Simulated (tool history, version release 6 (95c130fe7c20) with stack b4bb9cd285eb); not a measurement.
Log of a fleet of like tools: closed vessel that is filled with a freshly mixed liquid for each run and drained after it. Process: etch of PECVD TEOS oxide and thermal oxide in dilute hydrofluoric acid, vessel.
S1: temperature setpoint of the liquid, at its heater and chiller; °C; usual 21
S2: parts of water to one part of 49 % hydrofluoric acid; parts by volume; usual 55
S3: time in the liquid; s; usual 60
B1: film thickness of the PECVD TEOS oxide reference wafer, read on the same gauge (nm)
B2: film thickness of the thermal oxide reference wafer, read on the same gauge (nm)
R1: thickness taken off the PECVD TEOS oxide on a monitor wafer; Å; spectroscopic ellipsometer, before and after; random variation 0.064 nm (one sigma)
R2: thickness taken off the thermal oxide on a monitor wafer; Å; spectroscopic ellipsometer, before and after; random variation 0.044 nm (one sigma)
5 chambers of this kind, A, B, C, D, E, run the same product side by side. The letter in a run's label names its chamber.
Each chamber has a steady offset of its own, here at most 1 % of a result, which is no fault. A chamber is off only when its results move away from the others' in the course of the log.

{"run": "1E", "hour": 8.0, "S1": 21, "S2": 55, "S3": 60, "B1": 39.958, "B2": 120.02, "R1": 128.91, "R2": 51.911}
{"run": "2D", "hour": 14.1, "S1": 21, "S2": 55, "S3": 60, "B1": 39.993, "B2": 120.05, "R1": 128.58, "R2": 51.162}
{"run": "3B", "hour": 21.9, "S1": 21, "S2": 55, "S3": 60, "B1": 39.982, "B2": 119.96, "R1": 128.53, "R2": 51.691}
{"run": "4C", "hour": 28.2, "S1": 21, "S2": 55, "S3": 60, "B1": 39.988, "B2": 119.97, "R1": 127.47, "R2": 51.341}
{"run": "5A", "hour": 40.3, "S1": 21, "S2": 55, "S3": 60, "B1": 39.994, "B2": 120, "R1": 129.22, "R2": 51.627}
{"run": "6B", "hour": 48.1, "S1": 21, "S2": 55, "S3": 60, "B1": 39.96, "B2": 120.04, "R1": 127.03, "R2": 51.771}
{"run": "7E", "hour": 60.0, "S1": 21, "S2": 55, "S3": 60, "B1": 40.023, "B2": 119.99, "R1": 129.99, "R2": 50.842}
{"run": "8A", "hour": 68.2, "S1": 21, "S2": 55, "S3": 60, "B1": 40.014, "B2": 120.03, "R1": 130.01, "R2": 51.896}
{"run": "9D", "hour": 75.4, "S1": 21, "S2": 55, "S3": 60, "B1": 40.02, "B2": 119.97, "R1": 128.91, "R2": 51.306}
{"run": "10C", "hour": 81.6, "S1": 21, "S2": 55, "S3": 60, "B1": 40.008, "B2": 120.01, "R1": 127.73, "R2": 50.935}
{"run": "11D", "hour": 94.3, "S1": 21, "S2": 55, "S3": 60, "B1": 40.069, "B2": 119.98, "R1": 128.17, "R2": 51.024}
{"run": "12B", "hour": 101.3, "S1": 21, "S2": 55, "S3": 60, "B1": 40.018, "B2": 120.03, "R1": 128.52, "R2": 51.2}
{"run": "13E", "hour": 109.4, "S1": 21, "S2": 55, "S3": 60, "B1": 39.981, "B2": 119.98, "R1": 128.84, "R2": 51.102}
{"run": "14C", "hour": 116.8, "S1": 21, "S2": 55, "S3": 60, "B1": 40.002, "B2": 120.03, "R1": 128.63, "R2": 51.1}
{"run": "15A", "hour": 126.1, "S1": 21, "S2": 55, "S3": 60, "B1": 40.011, "B2": 119.99, "R1": 129.02, "R2": 51.427}
{"run": "16A", "hour": 132.7, "S1": 21, "S2": 55, "S3": 90, "B1": 40.017, "B2": 120.01, "R1": 193.55, "R2": 77.249}
{"run": "17C", "hour": 141.7, "S1": 21, "S2": 55, "S3": 90, "B1": 40.044, "B2": 119.98, "R1": 194.48, "R2": 76.362}
{"run": "18E", "hour": 150.3, "S1": 21, "S2": 55, "S3": 90, "B1": 40.011, "B2": 119.99, "R1": 194.16, "R2": 78.136}
{"run": "19D", "hour": 160.3, "S1": 21, "S2": 55, "S3": 90, "B1": 40.02, "B2": 120.05, "R1": 193.41, "R2": 77.015}
{"hour": 163.6, "done": "chamber A: hydrofluoric acid flow meter replaced"}
{"run": "20B", "hour": 168.8, "S1": 21, "S2": 55, "S3": 90, "B1": 40.008, "B2": 120.01, "R1": 191.05, "R2": 78.216}
{"run": "21C", "hour": 182.1, "S1": 21, "S2": 55, "S3": 60, "B1": 39.981, "B2": 120, "R1": 128.77, "R2": 51.724}
{"hour": 190.6, "done": "chamber D: thermometer replaced"}
{"run": "22B", "hour": 195.1, "S1": 21, "S2": 55, "S3": 60, "B1": 40.005, "B2": 120.02, "R1": 129.29, "R2": 51.89}
{"run": "23D", "hour": 202.2, "S1": 25, "S2": 55, "S3": 85, "B1": 40.038, "B2": 119.97, "R1": 215.8, "R2": 85.296}
{"run": "24A", "hour": 209.2, "S1": 25, "S2": 55, "S3": 85, "B1": 40.004, "B2": 120.01, "R1": 214.64, "R2": 85.501}
{"run": "25E", "hour": 220.4, "S1": 25, "S2": 55, "S3": 85, "B1": 39.977, "B2": 120, "R1": 216.03, "R2": 86.764}
{"run": "26C", "hour": 231.8, "S1": 25, "S2": 55, "S3": 85, "B1": 40.007, "B2": 120, "R1": 213.49, "R2": 85.899}
{"run": "27E", "hour": 239.3, "S1": 25, "S2": 55, "S3": 85, "B1": 39.981, "B2": 119.99, "R1": 215.77, "R2": 86.724}
{"hour": 240.5, "done": "chamber B: thermometer replaced"}
{"run": "28D", "hour": 251.3, "S1": 21, "S2": 55, "S3": 60, "B1": 40.031, "B2": 119.99, "R1": 129.45, "R2": 51.462}
{"run": "29A", "hour": 264.7, "S1": 21, "S2": 55, "S3": 60, "B1": 40.013, "B2": 119.94, "R1": 128.66, "R2": 51.237}
{"run": "30B", "hour": 275.2, "S1": 21, "S2": 55, "S3": 60, "B1": 40.016, "B2": 120.03, "R1": 128.16, "R2": 51.191}

What goes on in this fleet: one chamber off, a drifting gauge, or nothing beyond the chambers' own small offsets? Name the chamber and the cause, if any.

No chamber stands off beyond its own small offset, and the gauge holds steady.

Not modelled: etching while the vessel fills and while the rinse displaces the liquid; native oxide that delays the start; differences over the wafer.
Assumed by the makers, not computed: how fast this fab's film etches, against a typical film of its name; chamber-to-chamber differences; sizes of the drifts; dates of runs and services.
